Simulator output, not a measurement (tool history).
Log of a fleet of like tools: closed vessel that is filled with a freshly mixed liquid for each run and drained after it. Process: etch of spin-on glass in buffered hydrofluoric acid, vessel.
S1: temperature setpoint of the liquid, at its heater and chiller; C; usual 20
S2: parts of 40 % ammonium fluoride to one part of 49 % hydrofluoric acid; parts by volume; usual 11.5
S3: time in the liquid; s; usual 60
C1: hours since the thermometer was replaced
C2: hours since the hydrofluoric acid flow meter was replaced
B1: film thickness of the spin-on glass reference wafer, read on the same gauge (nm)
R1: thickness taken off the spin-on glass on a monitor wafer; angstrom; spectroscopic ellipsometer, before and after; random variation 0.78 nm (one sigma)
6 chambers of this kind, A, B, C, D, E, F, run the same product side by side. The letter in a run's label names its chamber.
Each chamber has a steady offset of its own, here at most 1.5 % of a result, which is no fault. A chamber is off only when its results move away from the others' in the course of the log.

| run | day | S1 | S2 | S3 | C1 | C2 | B1 | R1 |
|---|---|---|---|---|---|---|---|---|
| 1F | 0.183 | 20 | 11.5 | 60 | 1020.0 | 332.5 | 99.976 | 1217.40 |
| 2A | 0.392 | 20 | 11.5 | 60 | 868.1 | 56.5 | 99.975 | 1244.60 |
| 3B | 0.662 | 20 | 11.5 | 60 | 719.1 | 741.2 | 99.991 | 1228.30 |
| 4E | 0.921 | 20 | 11.5 | 60 | 972.8 | 207.2 | 99.973 | 1217.80 |
| 5C | 1.071 | 20 | 11.5 | 60 | 1615.4 | 30.9 | 99.990 | 1225.60 |
| 6D | 1.254 | 20 | 11.5 | 60 | 600.2 | 605.3 | 99.976 | 1238.10 |
| 7C | 1.504 | 20 | 11.5 | 60 | 1625.8 | 41.3 | 100.010 | 1230.00 |
| 8E | 1.704 | 20 | 11.5 | 60 | 991.6 | 226.0 | 100.030 | 1231.40 |
| 9D | 2.012 | 20 | 11.5 | 60 | 618.4 | 623.5 | 100.040 | 1235.70 |
| 10F | 2.262 | 20 | 11.5 | 60 | 1069.9 | 382.4 | 99.993 | 1234.70 |
| 11B | 2.421 | 20 | 11.5 | 60 | 761.3 | 783.4 | 99.993 | 1225.40 |
| 12A | 2.592 | 20 | 11.5 | 60 | 920.9 | 109.3 | 100.000 | 1238.60 |
| 13F | 2.812 | 20 | 11.5 | 60 | 1083.1 | 395.6 | 100.010 | 1224.90 |
| 14C | 3.096 | 20 | 11.5 | 60 | 1664.0 | 79.5 | 100.010 | 1230.40 |
| 15A | 3.392 | 20 | 11.5 | 60 | 940.1 | 128.5 | 100.000 | 1242.10 |
| 16B | 3.579 | 17 | 11.5 | 80 | 789.1 | 811.2 | 99.961 | 1377.90 |
| 17D | 3.729 | 17 | 11.5 | 80 | 659.6 | 664.7 | 99.991 | 1402.50 |
| 18E | 4.017 | 17 | 11.5 | 80 | 1047.1 | 281.5 | 100.010 | 1352.30 |
| 19F | 4.221 | 17 | 11.5 | 80 | 1116.9 | 429.4 | 100.010 | 1366.10 |
| 20D | 4.479 | 17 | 11.5 | 80 | 677.6 | 682.7 | 99.995 | 1383.20 |
| 21C | 4.625 | 17 | 11.5 | 80 | 1700.7 | 116.2 | 99.985 | 1392.50 |
| 22B | 4.917 | 17 | 11.5 | 60 | 821.2 | 843.3 | 99.988 | 1049.10 |
| 23A | 5.117 | 17 | 11.5 | 60 | 981.5 | 169.9 | 99.957 | 1026.10 |
|  | 5.129 | chamber A: thermometer replaced |
| 24E | 5.283 | 17 | 11.5 | 60 | 1077.5 | 311.9 | 100.000 | 995.29 |
| 25E | 5.496 | 17 | 11.5 | 60 | 1082.6 | 317.0 | 100.010 | 986.55 |
| 26F | 5.796 | 17 | 11.5 | 60 | 1154.7 | 467.2 | 99.996 | 1038.30 |
| 27B | 6.046 | 17 | 11.5 | 60 | 848.3 | 870.4 | 100.010 | 1038.90 |
| 28C | 6.258 | 20 | 11.5 | 60 | 1739.9 | 155.4 | 100.020 | 1222.30 |
| 29D | 6.479 | 20 | 11.5 | 60 | 725.6 | 730.7 | 100.030 | 1250.30 |
| 30A | 6.675 | 20 | 11.5 | 60 | 37.1 | 207.3 | 100.040 | 1231.80 |
| 31C | 6.921 | 20 | 11.5 | 60 | 1755.8 | 171.3 | 100.020 | 1231.80 |
| 32F | 7.112 | 20 | 11.5 | 60 | 1186.3 | 498.8 | 100.000 | 1233.80 |
|  | 7.192 | chamber E: thermometer replaced |
| 33A | 7.388 | 20 | 11.5 | 60 | 54.2 | 224.4 | 100.010 | 1223.80 |
| 34E | 7.650 | 20 | 11.5 | 60 | 11.1 | 368.7 | 100.010 | 1128.60 |
| 35D | 7.925 | 20 | 11.5 | 60 | 760.3 | 765.4 | 100.020 | 1241.10 |
| 36B | 8.092 | 20 | 11.5 | 60 | 897.4 | 919.5 | 100.010 | 1228.10 |

Is one chamber off against the others, does the gauge drift, or is nothing wrong? If a chamber is off, say which, and what the likeliest cause is.

Chamber E drifts away from the others.
Cause: hydrofluoric acid flow below the setpoint (%) = 8.77.

Here are 4 candidates for chamber E's next run, each the usual settings with a change, their results left as question marks. Which one brings its results back in line with what the others give on the usual settings?
In line means no further than this from the other chambers' mean on the usual settings: R1 27.00 angstrom
| 37E-1 | 8.317 | 20 | 11.0 | 70 |  |  |  | ? |
| 37E-2 | 8.317 | 20 | 10.5 | 60 |  |  |  | ? |
| 37E-3 | 8.317 | 20 | 14.0 | 60 |  |  |  | ? |
| 37E-4 | 8.317 | 20 | 11.5 | 55 |  |  |  | ? |

The other chambers' mean on the usual settings: R1 1231.20 angstrom
| run | R1 |
|---|---|
| 37E-1 | 1371.80 |
| 37E-2 | 1231.00 |
| 37E-3 | 926.36 |
| 37E-4 | 1031.50 |
37E-2 brings the chamber back in line.
